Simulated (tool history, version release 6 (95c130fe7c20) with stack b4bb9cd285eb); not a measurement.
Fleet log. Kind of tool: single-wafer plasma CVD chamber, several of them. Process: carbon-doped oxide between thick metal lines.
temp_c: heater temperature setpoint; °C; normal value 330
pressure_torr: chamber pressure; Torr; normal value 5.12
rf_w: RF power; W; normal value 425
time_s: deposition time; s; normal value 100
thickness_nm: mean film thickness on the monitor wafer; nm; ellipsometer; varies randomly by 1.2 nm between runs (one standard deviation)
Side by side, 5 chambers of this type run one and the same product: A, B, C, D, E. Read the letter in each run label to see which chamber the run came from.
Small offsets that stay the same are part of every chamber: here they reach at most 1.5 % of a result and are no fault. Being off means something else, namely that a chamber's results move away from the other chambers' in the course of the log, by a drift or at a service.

run	day	temp_c	pressure_torr	rf_w	time_s	hours since the last thermocouple change	hours since the last RF generator calibration	hours since the last manometer calibration	read-back reference wafer on the same gauge, thickness_nm	thickness_nm
1B	0.438	330	5.12	425	100	255.9	1468.1	479.8	423.95	473.20
2C	0.671	330	5.12	425	100	173.4	162.0	454.3	424.10	477.47
3D	1.092	330	5.12	425	100	2483.9	885.6	2058.7	424.14	480.78
4A	1.446	330	5.12	425	100	2113.6	550.9	630.9	423.90	483.11
# day 1.650: chamber D: capacitance manometer re-zeroed and calibrated
5E	1.725	330	5.12	425	100	501.9	705.7	702.2	424.02	484.12
6E	2.125	330	5.12	425	100	511.5	715.3	711.8	423.98	480.49
7B	2.350	330	5.12	425	100	301.8	1514.0	525.7	423.86	474.04
8C	2.542	330	5.12	425	100	218.3	206.9	499.2	424.02	478.48
9D	2.804	330	5.12	425	100	2525.0	926.7	27.8	423.73	481.09
10A	3.058	330	5.12	425	100	2152.3	589.6	669.6	424.12	482.95
11A	3.288	330	5.12	425	100	2157.8	595.1	675.1	424.16	483.92
12B	3.521	330	5.12	480	100	329.9	1542.1	553.8	424.33	518.81
13E	3.908	330	5.12	480	100	554.3	758.1	754.6	423.96	522.99
14D	4.204	330	5.12	480	100	2558.6	960.3	61.4	424.24	522.19
15C	4.467	330	5.12	480	100	264.5	253.1	545.4	423.85	521.35
16A	4.721	330	5.12	480	100	2192.2	629.5	709.5	424.16	530.52
17D	5.033	330	5.12	425	100	2578.5	980.2	81.3	423.97	482.35
18C	5.396	330	5.12	425	100	286.8	275.4	567.7	424.04	480.89
19E	5.804	338	5.57	425	100	599.8	803.6	800.1	423.80	475.48
20B	6.133	338	5.57	425	100	392.6	1604.8	616.5	424.32	467.30
# day 6.433: chamber D: thermocouple changed; heater temperature recalibrated
21A	6.504	338	5.57	425	100	2235.0	672.3	752.3	423.90	479.50
22C	6.750	338	5.57	425	100	319.3	307.9	600.2	424.15	472.45
23E	7.150	338	5.57	425	100	632.1	835.9	832.4	424.24	473.15
24D	7.504	330	5.12	425	100	25.8	1039.5	140.6	424.00	480.39
25B	7.871	330	5.12	425	100	434.3	1646.5	658.2	424.22	475.35
26E	8.300	330	5.12	425	100	659.7	863.5	860.0	424.01	476.64
27C	8.700	330	5.12	425	100	366.1	354.7	647.0	424.11	478.33
28B	8.954	330	5.12	485	88	460.3	1672.5	684.2	424.20	457.42
29A	9.242	330	5.12	485	88	2300.7	738.0	818.0	423.72	468.21
30D	9.542	330	5.12	485	88	74.7	1088.4	189.5	423.68	464.01
31B	9.912	330	5.12	485	88	483.3	1695.5	707.2	423.98	455.66
32E	10.183	330	5.12	485	88	704.9	908.7	905.2	424.20	454.79
33C	10.533	330	5.12	425	100	410.1	398.7	691.0	423.99	478.05

The same settings go to every chamber for the next run, one line per chamber below. Forecast the results for each:
34A	10.850	330	5.12	425	100					?
34B	10.850	330	5.12	425	100					?
34C	10.850	330	5.12	425	100					?
34D	10.850	330	5.12	425	100					?
34E	10.850	330	5.12	425	100					?

run	thickness_nm
34A	485.25
34B	473.62
34C	479.85
34D	479.90
34E	474.34
